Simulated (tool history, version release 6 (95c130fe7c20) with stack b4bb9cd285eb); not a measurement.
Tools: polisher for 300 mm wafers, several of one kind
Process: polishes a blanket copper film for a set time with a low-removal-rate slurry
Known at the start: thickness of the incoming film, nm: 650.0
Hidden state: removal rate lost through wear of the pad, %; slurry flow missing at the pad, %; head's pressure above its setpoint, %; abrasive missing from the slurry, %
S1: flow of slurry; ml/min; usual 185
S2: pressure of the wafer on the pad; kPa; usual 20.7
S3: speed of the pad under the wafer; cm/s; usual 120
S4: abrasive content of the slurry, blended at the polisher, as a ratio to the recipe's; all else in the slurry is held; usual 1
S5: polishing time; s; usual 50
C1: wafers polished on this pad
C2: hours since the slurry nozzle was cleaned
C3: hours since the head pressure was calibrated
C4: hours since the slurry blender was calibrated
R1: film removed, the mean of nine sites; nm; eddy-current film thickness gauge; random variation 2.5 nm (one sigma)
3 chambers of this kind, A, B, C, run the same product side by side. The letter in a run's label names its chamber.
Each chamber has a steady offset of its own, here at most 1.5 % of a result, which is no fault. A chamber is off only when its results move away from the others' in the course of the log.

{"hour": 1.9, "done": "chamber B: slurry blender recalibrated"}
{"run": "1B", "hour": 3.5, "S1": 185, "S2": 20.7, "S3": 120, "S4": 1, "S5": 50, "C1": 166, "C2": 449.3, "C3": 150, "C4": 1.7, "R1": 193.81}
{"hour": 3.6, "done": "chamber C: worn pad replaced by a new one"}
{"run": "2A", "hour": 5.7, "S1": 185, "S2": 20.7, "S3": 120, "S4": 1, "S5": 50, "C1": 1167, "C2": 266.7, "C3": 425.7, "C4": 72.4, "R1": 194}
{"hour": 6.3, "done": "chamber A: worn pad replaced by a new one"}
{"run": "3C", "hour": 9.8, "S1": 185, "S2": 20.7, "S3": 120, "S4": 1, "S5": 50, "C1": 80, "C2": 296.1, "C3": 31.3, "C4": 382.6, "R1": 190.21}
{"run": "4A", "hour": 14.1, "S1": 185, "S2": 20.7, "S3": 120, "S4": 1, "S5": 50, "C1": 100, "C2": 275.1, "C3": 434.1, "C4": 80.8, "R1": 194.54}
{"run": "5B", "hour": 18.1, "S1": 185, "S2": 20.7, "S3": 120, "S4": 1, "S5": 50, "C1": 352, "C2": 463.9, "C3": 164.6, "C4": 16.3, "R1": 191.86}
{"hour": 18.3, "done": "chamber C: slurry blender recalibrated"}
{"run": "6C", "hour": 22.2, "S1": 185, "S2": 20.7, "S3": 120, "S4": 1, "S5": 50, "C1": 238, "C2": 308.5, "C3": 43.7, "C4": 4, "R1": 196.19}
{"run": "7B", "hour": 25.9, "S1": 185, "S2": 20.7, "S3": 120, "S4": 1, "S5": 50, "C1": 452, "C2": 471.7, "C3": 172.4, "C4": 24.1, "R1": 186.42}
{"run": "8A", "hour": 29.5, "S1": 185, "S2": 20.7, "S3": 120, "S4": 1, "S5": 50, "C1": 296, "C2": 290.5, "C3": 449.5, "C4": 96.2, "R1": 195.75}
{"run": "9C", "hour": 31.6, "S1": 185, "S2": 20.7, "S3": 120, "S4": 1, "S5": 50, "C1": 358, "C2": 317.9, "C3": 53.1, "C4": 13.4, "R1": 190.6}
{"run": "10A", "hour": 35.5, "S1": 185, "S2": 20.7, "S3": 120, "S4": 1, "S5": 50, "C1": 373, "C2": 296.5, "C3": 455.5, "C4": 102.2, "R1": 192.93}
{"hour": 36.7, "done": "chamber A: slurry blender recalibrated"}
{"run": "11C", "hour": 40.0, "S1": 185, "S2": 20.7, "S3": 120, "S4": 1, "S5": 50, "C1": 465, "C2": 326.3, "C3": 61.5, "C4": 21.8, "R1": 195.35}
{"run": "12B", "hour": 42.2, "S1": 185, "S2": 20.7, "S3": 120, "S4": 1, "S5": 50, "C1": 660, "C2": 488, "C3": 188.7, "C4": 40.4, "R1": 190.81}
{"hour": 43.6, "done": "chamber B: worn pad replaced by a new one"}
{"run": "13C", "hour": 46.0, "S1": 185, "S2": 20.7, "S3": 120, "S4": 1, "S5": 50, "C1": 542, "C2": 332.3, "C3": 67.5, "C4": 27.8, "R1": 194.52}
{"run": "14A", "hour": 49.4, "S1": 185, "S2": 20.7, "S3": 120, "S4": 1, "S5": 50, "C1": 551, "C2": 310.4, "C3": 469.4, "C4": 12.7, "R1": 193.47}
{"run": "15B", "hour": 52.8, "S1": 185, "S2": 20.7, "S3": 120, "S4": 1, "S5": 50, "C1": 117, "C2": 498.6, "C3": 199.3, "C4": 51, "R1": 190.04}
{"run": "16B", "hour": 55.6, "S1": 185, "S2": 20.7, "S3": 120, "S4": 1, "S5": 50, "C1": 153, "C2": 501.4, "C3": 202.1, "C4": 53.8, "R1": 190.94}
{"run": "17A", "hour": 58.6, "S1": 185, "S2": 20.7, "S3": 120, "S4": 1, "S5": 50, "C1": 668, "C2": 319.6, "C3": 478.6, "C4": 21.9, "R1": 195.7}
{"run": "18C", "hour": 61.9, "S1": 185, "S2": 20.7, "S3": 120, "S4": 1, "S5": 50, "C1": 745, "C2": 348.2, "C3": 83.4, "C4": 43.7, "R1": 197.57}
{"run": "19C", "hour": 64.6, "S1": 185, "S2": 20.7, "S3": 120, "S4": 1, "S5": 50, "C1": 779, "C2": 350.9, "C3": 86.1, "C4": 46.4, "R1": 193.68}
{"run": "20B", "hour": 68.3, "S1": 185, "S2": 20.7, "S3": 120, "S4": 1, "S5": 50, "C1": 315, "C2": 514.1, "C3": 214.8, "C4": 66.5, "R1": 194.09}
{"run": "21A", "hour": 72.5, "S1": 185, "S2": 20.7, "S3": 120, "S4": 1, "S5": 50, "C1": 845, "C2": 333.5, "C3": 492.5, "C4": 35.8, "R1": 193.78}
{"hour": 75.6, "done": "chamber A: slurry nozzle cleaned"}
{"run": "22C", "hour": 76.8, "S1": 185, "S2": 20.7, "S3": 120, "S4": 1, "S5": 50, "C1": 935, "C2": 363.1, "C3": 98.3, "C4": 58.6, "R1": 196.67}
{"run": "23A", "hour": 80.2, "S1": 185, "S2": 20.7, "S3": 120, "S4": 1, "S5": 50, "C1": 944, "C2": 4.7, "C3": 500.2, "C4": 43.5, "R1": 200.21}
{"run": "24B", "hour": 82.7, "S1": 185, "S2": 20.7, "S3": 120, "S4": 1, "S5": 50, "C1": 499, "C2": 528.5, "C3": 229.2, "C4": 80.9, "R1": 193.46}
{"run": "25C", "hour": 86.7, "S1": 185, "S2": 20.7, "S3": 120, "S4": 1, "S5": 50, "C1": 1062, "C2": 373, "C3": 108.2, "C4": 68.5, "R1": 192.36}
{"run": "26A", "hour": 89.8, "S1": 185, "S2": 20.7, "S3": 120, "S4": 1, "S5": 50, "C1": 1066, "C2": 14.3, "C3": 509.8, "C4": 53.1, "R1": 195.16}
{"hour": 91.2, "done": "chamber C: worn pad replaced by a new one"}
{"run": "27B", "hour": 92.2, "S1": 185, "S2": 20.7, "S3": 120, "S4": 1, "S5": 50, "C1": 620, "C2": 538, "C3": 238.7, "C4": 90.4, "R1": 189.6}
{"hour": 94.8, "done": "chamber A: worn pad replaced by a new one"}
{"hour": 95.6, "done": "chamber B: worn pad replaced by a new one"}
{"run": "28A", "hour": 96.6, "S1": 185, "S2": 17.2, "S3": 120, "S4": 0.75, "S5": 50, "C1": 22, "C2": 21.1, "C3": 516.6, "C4": 59.9, "R1": 151.86}
{"run": "29B", "hour": 99.4, "S1": 185, "S2": 17.2, "S3": 120, "S4": 0.75, "S5": 50, "C1": 49, "C2": 545.2, "C3": 245.9, "C4": 97.6, "R1": 152.6}
{"run": "30C", "hour": 103.5, "S1": 185, "S2": 17.2, "S3": 120, "S4": 0.75, "S5": 50, "C1": 158, "C2": 389.8, "C3": 125, "C4": 85.3, "R1": 152.78}
{"run": "31C", "hour": 106.6, "S1": 185, "S2": 20.7, "S3": 120, "S4": 1, "S5": 50, "C1": 197, "C2": 392.9, "C3": 128.1, "C4": 88.4, "R1": 194.94}
{"run": "32A", "hour": 109.2, "S1": 185, "S2": 20.7, "S3": 120, "S4": 1, "S5": 50, "C1": 183, "C2": 33.7, "C3": 529.2, "C4": 72.5, "R1": 190.54}
{"run": "33B", "hour": 113.1, "S1": 185, "S2": 20.7, "S3": 120, "S4": 1, "S5": 50, "C1": 224, "C2": 558.9, "C3": 259.6, "C4": 111.3, "R1": 194.49}
{"run": "34B", "hour": 116.9, "S1": 185, "S2": 25.5, "S3": 120, "S4": 1, "S5": 66, "C1": 273, "C2": 562.7, "C3": 263.4, "C4": 115.1, "R1": 310.34}
{"run": "35C", "hour": 120.8, "S1": 185, "S2": 25.5, "S3": 120, "S4": 1, "S5": 66, "C1": 379, "C2": 407.1, "C3": 142.3, "C4": 102.6, "R1": 316.77}
{"run": "36A", "hour": 125.1, "S1": 185, "S2": 25.5, "S3": 120, "S4": 1, "S5": 66, "C1": 386, "C2": 49.6, "C3": 545.1, "C4": 88.4, "R1": 315.7}
{"run": "37C", "hour": 128.7, "S1": 185, "S2": 20.7, "S3": 120, "S4": 1, "S5": 50, "C1": 479, "C2": 415, "C3": 150.2, "C4": 110.5, "R1": 194.88}
{"run": "38B", "hour": 133.2, "S1": 185, "S2": 20.7, "S3": 120, "S4": 1, "S5": 50, "C1": 481, "C2": 579, "C3": 279.7, "C4": 131.4, "R1": 193.02}
{"run": "39A", "hour": 135.4, "S1": 185, "S2": 20.7, "S3": 120, "S4": 1, "S5": 64, "C1": 518, "C2": 59.9, "C3": 555.4, "C4": 98.7, "R1": 252.93}
{"run": "40B", "hour": 138.0, "S1": 185, "S2": 20.7, "S3": 120, "S4": 1, "S5": 64, "C1": 542, "C2": 583.8, "C3": 284.5, "C4": 136.2, "R1": 237.35}
{"run": "41A", "hour": 140.1, "S1": 185, "S2": 20.7, "S3": 120, "S4": 1, "S5": 64, "C1": 578, "C2": 64.6, "C3": 560.1, "C4": 103.4, "R1": 247.76}

Next, every chamber runs the same settings. What will each give?
{"run": "42A", "hour": 143.4, "S1": 185, "S2": 20.7, "S3": 120, "S4": 1, "S5": 50, "R1": "?"}
{"run": "42B", "hour": 143.4, "S1": 185, "S2": 20.7, "S3": 120, "S4": 1, "S5": 50, "R1": "?"}
{"run": "42C", "hour": 143.4, "S1": 185, "S2": 20.7, "S3": 120, "S4": 1, "S5": 50, "R1": "?"}

run=42A R1=196.53
run=42B R1=194.3
run=42C R1=196.88

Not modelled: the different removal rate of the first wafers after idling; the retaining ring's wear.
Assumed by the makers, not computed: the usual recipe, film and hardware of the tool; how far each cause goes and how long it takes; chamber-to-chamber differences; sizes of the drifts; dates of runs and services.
